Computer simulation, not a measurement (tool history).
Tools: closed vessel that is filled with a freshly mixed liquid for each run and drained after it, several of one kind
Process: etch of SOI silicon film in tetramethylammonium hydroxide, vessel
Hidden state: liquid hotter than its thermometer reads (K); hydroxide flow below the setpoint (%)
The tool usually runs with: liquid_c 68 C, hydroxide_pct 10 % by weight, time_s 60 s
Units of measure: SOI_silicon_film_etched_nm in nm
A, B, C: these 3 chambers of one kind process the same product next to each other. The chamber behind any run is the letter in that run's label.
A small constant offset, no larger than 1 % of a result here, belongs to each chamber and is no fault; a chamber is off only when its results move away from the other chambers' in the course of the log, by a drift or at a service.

run	hour	liquid_c	hydroxide_pct	time_s	hours since the thermometer was replaced	hours since the hydroxide flow meter was replaced	read-back film thickness of the SOI silicon film reference wafer, read on the same gauge (nm)	SOI_silicon_film_etched_nm
1A	3.5	68	10	60	1881.1	1182.7	29.98	368.67
2C	7.1	68	10	60	783.8	657.2	29.989	377.38
3B	12.5	68	10	60	986.7	1083.2	29.995	372.05
4A	16.7	68	10	60	1894.3	1195.9	29.997	368.91
5B	21.3	68	10	60	995.5	1092	29.981	368.64
6C	26.9	68	10	60	803.6	677	29.972	374.81
7B	29.5	68	10	60	1003.7	1100.2	29.999	371.03
# hour 31.6: chamber A: hydroxide flow meter replaced
8C	35.2	65.5	10	60	811.9	685.3	30.015	322.73
9A	38	65.5	10	60	1915.6	6.4	30.027	323.46
10C	40.9	65.5	10	60	817.6	691	30.035	319.12
11B	45.6	68	10	60	1019.8	1116.3	30.028	371.07
12A	48.6	68	10	60	1926.2	17	29.957	375.89
13B	53.9	68	10	60	1028.1	1124.6	30.041	369.1
14A	59.7	68	10	60	1937.3	28.1	29.994	376.46
15C	62.4	68	10	60	839.1	712.5	30.026	376.71
16A	65.9	68	10	60	1943.5	34.3	29.984	376.57
17B	69.7	68	10	60	1043.9	1140.4	29.991	370.66
18C	75.5	68	10	60	852.2	725.6	29.992	378.76
19B	79.2	68	10	60	1053.4	1149.9	30.003	370.01
20C	83.2	68	10	30	859.9	733.3	30.032	188.51
21A	87.5	68	10	30	1965.1	55.9	30.021	188.79
# hour 87.9: chamber C: thermometer replaced
22B	90.3	68	10	30	1064.5	1161	30.003	185.42
23C	93.6	68	10	60	5.7	743.7	30.008	373.35
24A	98.1	68	10	60	1975.7	66.5	29.957	378.13
25A	102.8	68	10	60	1980.4	71.2	29.985	381.31
26B	106.6	68	10	60	1080.8	1177.3	29.982	375.67
27C	109.4	68	10	60	21.5	759.5	30	376.52
28A	113.3	68	10	60	1990.9	81.7	29.976	380.26
29C	118.5	68	10	60	30.6	768.6	29.962	379.71
30B	121.7	68	10	60	1095.9	1192.4	30.01	370.97
31C	124.2	68	10	60	36.3	774.3	30.008	377.54
32A	127.8	68	10	60	2005.4	96.2	30.031	383.78
33B	131	68	10	60	1105.2	1201.7	29.988	372.73
34A	134	68	10	60	2011.6	102.4	29.988	385.77
35B	139.4	68	10	60	1113.6	1210.1	30.009	369.97
36C	142.7	68	10	60	54.8	792.8	29.99	378.36
37A	147.9	68	10	60	2025.5	116.3	29.995	389.99
38C	153.2	68	11	60	65.3	803.3	29.986	365.56

Is one chamber off against the others, does the gauge drift, or is nothing wrong? If a chamber is off, say which, and what the likeliest cause is.

Little by little, chamber A moves away from the other chambers.
Cause: liquid hotter than its thermometer reads (K) = 0.865.

Chamber A could run next with any of the 4 candidate recipes listed below; each alters the usual settings, and their results appear as question marks. Which one brings its results back in line with what the other chambers deliver on the usual settings?
Maximum distance from the other chambers' mean on the usual settings for a result to count as in line: SOI_silicon_film_etched_nm 7.7 nm
39A-1	157.4	68	10	65				?
39A-2	157.4	68	9	60				?
39A-3	157.4	68	11	60				?
39A-4	157.4	68	12.5	60				?

Mean of the other chambers on the usual settings: SOI_silicon_film_etched_nm 373.84 nm
run	SOI_silicon_film_etched_nm
39A-1	421.72
39A-2	405.51
39A-3	377.01
39A-4	358.69
The answer is 39A-3, which returns the chamber to within the allowed miss of the others.

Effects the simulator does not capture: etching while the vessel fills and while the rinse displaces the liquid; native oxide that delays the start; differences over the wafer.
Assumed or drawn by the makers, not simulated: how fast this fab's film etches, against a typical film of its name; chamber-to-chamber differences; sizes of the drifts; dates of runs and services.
